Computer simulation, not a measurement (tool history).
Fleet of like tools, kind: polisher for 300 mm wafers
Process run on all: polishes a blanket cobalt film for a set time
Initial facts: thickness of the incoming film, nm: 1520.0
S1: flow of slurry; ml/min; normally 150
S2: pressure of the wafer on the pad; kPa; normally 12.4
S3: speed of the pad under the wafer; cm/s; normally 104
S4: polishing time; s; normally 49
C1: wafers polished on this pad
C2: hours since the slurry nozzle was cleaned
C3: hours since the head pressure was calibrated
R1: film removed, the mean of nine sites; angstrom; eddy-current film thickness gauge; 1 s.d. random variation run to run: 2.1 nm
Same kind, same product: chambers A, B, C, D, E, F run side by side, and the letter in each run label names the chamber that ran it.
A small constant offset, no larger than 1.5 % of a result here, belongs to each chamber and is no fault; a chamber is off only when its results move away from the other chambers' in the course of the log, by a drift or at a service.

run   hour   S1    S2   S3  S4    C1     C2      C3      R1
       1.7  -- chamber D: worn pad replaced by a new one
 1F    6.1  150  12.4  104  49   116    484   219.1  2612.4
       6.8  -- chamber A: slurry nozzle cleaned
 2A    8.9  150  12.4  104  49   316    2.2  1111.2  2566.2
 3E   15.1  150  12.4  104  49   689   84.1   193.7  2567.4
 4D   19.1  150  12.4  104  49   193  360.4    55.7  2618.4
 5C   22.7  150  12.4  104  49   787  764.5   226.6  2561.3
 6B   28.1  150  12.4   84  39   481  172.5   171.3  1656.9
 7E   34.3  150  12.4   84  39   902  103.3   212.9    1664
      34.6  -- chamber B: worn pad replaced by a new one
 8F   39.3  150  12.4   84  39   485  517.2   252.3  1682.9
      40.9  -- chamber C: worn pad replaced by a new one
      45.1  -- chamber F: worn pad replaced by a new one
 9A   45.1  150  12.4   84  39   719   38.4  1147.4  1652.9
      48.5  -- chamber A: worn pad replaced by a new one
10D   50.4  150  12.4   84  39   542  391.7      87  1655.5
11C   53.5  150  12.4   84  39   140  795.3   257.4  1628.8
      59.6  -- chamber C: slurry nozzle cleaned
12B   59.8  150  12.4  104  49   281  204.2     203  2579.5
      62.8  -- chamber D: worn pad replaced by a new one
13A   63.6  150  12.4  104  49   168   56.9  1165.9    2568
14C   69.4  150  12.4  104  49   317    9.8   273.3  2507.5
15D   75.1  150  12.4  104  49   137  416.4   111.7  2577.5
16F   80.1  150  12.4  104  49   389    558   293.1  2591.8
17B   84.7  115  12.4  104  60   558  229.1   227.9  3000.5
18E   90.9  115  12.4  104  60  1532  159.9   269.5  2850.1
      93.4  -- chamber B: worn pad replaced by a new one
19B   94.7  115  12.4  104  60    15  239.1   237.9  3008.7
      96.8  -- chamber F: worn pad replaced by a new one
20A     99  115  12.4  104  60   562   92.3  1201.3  2948.2
21D  104.6  115  12.4  104  60   465  445.9   141.2  3066.5
     107.7  -- chamber A: head pressure recalibrated
22E  107.9  115  12.4  104  60  1721  176.9   286.5  2829.5
23F  114.1  150  12.4  104  49   193    592   327.1  2599.8
24C  118.6  150  12.4  104  49   865     59   322.5    2564
     118.8  -- chamber D: worn pad replaced by a new one
25E  124.1  150  12.4  104  49  1901  193.1   302.7  2402.4
     124.2  -- chamber A: worn pad replaced by a new one
26B  127.4  150  12.4  104  49   379  271.8   270.6  2585.6
       128  -- chamber C: worn pad replaced by a new one
27F  132.3  150  12.4  104  49   395  610.2   345.3  2604.5
28D  135.1  150  12.4  104  49   182  476.4   171.7  2611.9
     139.5  -- chamber B: worn pad replaced by a new one
29C  139.9  150  12.4  104  49   132   80.3   343.8  2569.8
30A  145.2  150  12.4  104  49   234  138.5    37.6  2565.1
     145.6  -- chamber F: worn pad replaced by a new one
31D  151.3  150  12.4  104  49   362  492.6   187.9  2569.1
32E  156.6  150  12.4  104  49  2263  225.6   335.2  2322.9
33F  161.9  150  12.4  104  49   182  639.8   374.9  2619.2
34B  164.9  150  12.4  104  49   282  309.3   308.1  2592.1
35A  170.3  150  12.4  104  49   513  163.6    62.7  2581.9
36C  173.5  150  12.4  104  49   506  113.9   377.4  2557.1
     177.5  -- chamber D: worn pad replaced by a new one
37D  177.6  150  12.4  104  49     1  518.9   214.2    2585
38E  182.7  150  12.4  104  49  2553  251.7   361.3  2334.7
39C  186.2  150  12.4  104  49   647  126.6   390.1    2573

Is one chamber off against the others, does the gauge drift, or is nothing wrong? If a chamber is off, say which, and what the likeliest cause is.

It is chamber E that slowly wanders off from its peers.
Likeliest cause: removal rate lost through wear of the pad, % = 10.3.
With only this log, it may be confused with: slurry flow missing at the pad, %; head's pressure below its setpoint, %.

Chamber E could run next with any of the 4 candidate recipes listed below; each alters the usual settings, and their results appear as question marks. Which one brings its results back in line with what the other chambers deliver on the usual settings?
In line means no further than this from the other chambers' mean on the usual settings: R1 75 angstrom
40E-1  190.8  150  12.4  100  48               ?
40E-2  190.8  150  13.1  104  52               ?
40E-3  190.8  150    11  104  49               ?
40E-4  190.8  150  12.4  110  49               ?

Average result of the remaining chambers running the usual settings: R1 2575.9 angstrom
  run      R1
40E-1    2162
40E-2  2571.9
40E-3  2035.5
40E-4  2424.9
40E-2 is the one that brings the chamber's results back in line with the other chambers.
